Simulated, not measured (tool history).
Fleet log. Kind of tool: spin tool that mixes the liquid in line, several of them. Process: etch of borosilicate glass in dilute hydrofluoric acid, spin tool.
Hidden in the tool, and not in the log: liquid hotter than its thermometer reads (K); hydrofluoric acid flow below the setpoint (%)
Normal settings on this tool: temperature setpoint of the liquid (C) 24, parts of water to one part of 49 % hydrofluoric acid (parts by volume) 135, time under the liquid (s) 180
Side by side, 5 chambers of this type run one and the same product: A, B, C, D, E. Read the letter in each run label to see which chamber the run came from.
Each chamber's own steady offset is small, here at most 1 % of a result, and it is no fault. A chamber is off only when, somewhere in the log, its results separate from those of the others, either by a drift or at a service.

| run | hour | temperature setpoint of the liquid (C) | parts of water to one part of 49 % hydrofluoric acid (parts by volume) | time under the liquid (s) | hours since the thermometer was replaced | hours since the hydrofluoric acid flow meter was replaced | read-back film thickness of the borosilicate glass reference wafer, read on the same gauge (nm) | thickness taken off the borosilicate glass on a monitor wafer (nm) |
|---|---|---|---|---|---|---|---|---|
| 1C | 5.1 | 24 | 135 | 180 | 850.6 | 1698.5 | 120 | 36.977 |
| 2D | 8.8 | 24 | 135 | 180 | 1495.6 | 360.2 | 120.01 | 37.009 |
| 3E | 11.9 | 24 | 135 | 180 | 1439.4 | 107.5 | 119.99 | 36.736 |
| 4B | 14.9 | 24 | 135 | 180 | 495.9 | 581.4 | 120 | 36.973 |
| 5A | 18.2 | 24 | 135 | 180 | 964.1 | 212 | 119.96 | 36.862 |
| 6A | 22 | 24 | 135 | 180 | 967.9 | 215.8 | 120 | 36.74 |
| 7B | 27 | 24 | 135 | 180 | 508 | 593.5 | 120.03 | 37.005 |
| 8E | 30.7 | 24 | 135 | 180 | 1458.2 | 126.3 | 120.01 | 36.72 |
|  | 31.5 | chamber A: thermometer replaced |
| 9C | 33.2 | 24 | 135 | 180 | 878.7 | 1726.6 | 119.99 | 36.747 |
| 10D | 38.1 | 24 | 135 | 180 | 1524.9 | 389.5 | 120.01 | 37.031 |
| 11D | 42.9 | 24 | 135 | 180 | 1529.7 | 394.3 | 120 | 36.929 |
|  | 46.5 | chamber E: thermometer replaced |
| 12E | 47.9 | 24 | 135 | 180 | 1.5 | 143.5 | 120 | 36.798 |
| 13A | 52.5 | 24 | 135 | 180 | 21.1 | 246.3 | 119.97 | 36.878 |
| 14C | 56 | 24 | 135 | 180 | 901.5 | 1749.4 | 120.01 | 36.689 |
| 15B | 59 | 24 | 135 | 90 | 540 | 625.5 | 120 | 18.47 |
| 16D | 62.3 | 24 | 135 | 90 | 1549.1 | 413.7 | 120 | 18.666 |
| 17C | 65.7 | 24 | 135 | 90 | 911.2 | 1759.1 | 119.98 | 18.32 |
| 18A | 70.9 | 24 | 135 | 90 | 39.5 | 264.7 | 120.02 | 18.485 |
| 19B | 74.2 | 24 | 135 | 90 | 555.2 | 640.7 | 119.97 | 18.495 |
| 20E | 78.2 | 24 | 135 | 180 | 31.8 | 173.8 | 120 | 36.67 |
| 21C | 83.3 | 24 | 135 | 180 | 928.8 | 1776.7 | 120 | 36.641 |
| 22D | 88.6 | 24 | 135 | 180 | 1575.4 | 440 | 119.99 | 37.077 |
|  | 91.4 | chamber D: thermometer replaced |
| 23A | 92.4 | 24 | 135 | 180 | 61 | 286.2 | 120 | 36.856 |
| 24B | 94.9 | 24 | 135 | 180 | 575.9 | 661.4 | 119.99 | 36.936 |
| 25E | 97.8 | 24 | 135 | 180 | 51.4 | 193.4 | 119.99 | 36.409 |
| 26B | 102.5 | 24 | 135 | 180 | 583.5 | 669 | 120.01 | 37.116 |
| 27A | 105.6 | 24 | 135 | 180 | 74.2 | 299.4 | 119.97 | 36.778 |
| 28E | 110.5 | 24 | 135 | 180 | 64.1 | 206.1 | 120 | 36.576 |
| 29D | 113.6 | 24 | 135 | 180 | 22.2 | 465 | 119.99 | 37.114 |
| 30C | 117 | 24 | 135 | 180 | 962.5 | 1810.4 | 119.99 | 36.691 |
| 31D | 120.3 | 24 | 135 | 180 | 28.9 | 471.7 | 120.01 | 36.96 |
| 32C | 122.9 | 24 | 135 | 180 | 968.4 | 1816.3 | 119.98 | 36.784 |
| 33B | 126.1 | 24 | 135 | 180 | 607.1 | 692.6 | 120 | 36.846 |
| 34A | 129.6 | 24 | 135 | 180 | 98.2 | 323.4 | 120 | 36.958 |
| 35E | 134.4 | 24 | 135 | 180 | 88 | 230 | 120.02 | 36.505 |
| 36A | 139 | 24 | 135 | 280 | 107.6 | 332.8 | 120 | 57.168 |

For the next run the whole fleet of 5 chambers uses the same settings. Give each chamber's results:
| 37A | 142.8 | 24 | 135 | 180 |  |  |  | ? |
| 37B | 142.8 | 24 | 135 | 180 |  |  |  | ? |
| 37C | 142.8 | 24 | 135 | 180 |  |  |  | ? |
| 37D | 142.8 | 24 | 135 | 180 |  |  |  | ? |
| 37E | 142.8 | 24 | 135 | 180 |  |  |  | ? |

| run | thickness taken off the borosilicate glass on a monitor wafer (nm) |
|---|---|
| 37A | 36.922 |
| 37B | 37.05 |
| 37C | 36.977 |
| 37D | 37.145 |
| 37E | 36.632 |

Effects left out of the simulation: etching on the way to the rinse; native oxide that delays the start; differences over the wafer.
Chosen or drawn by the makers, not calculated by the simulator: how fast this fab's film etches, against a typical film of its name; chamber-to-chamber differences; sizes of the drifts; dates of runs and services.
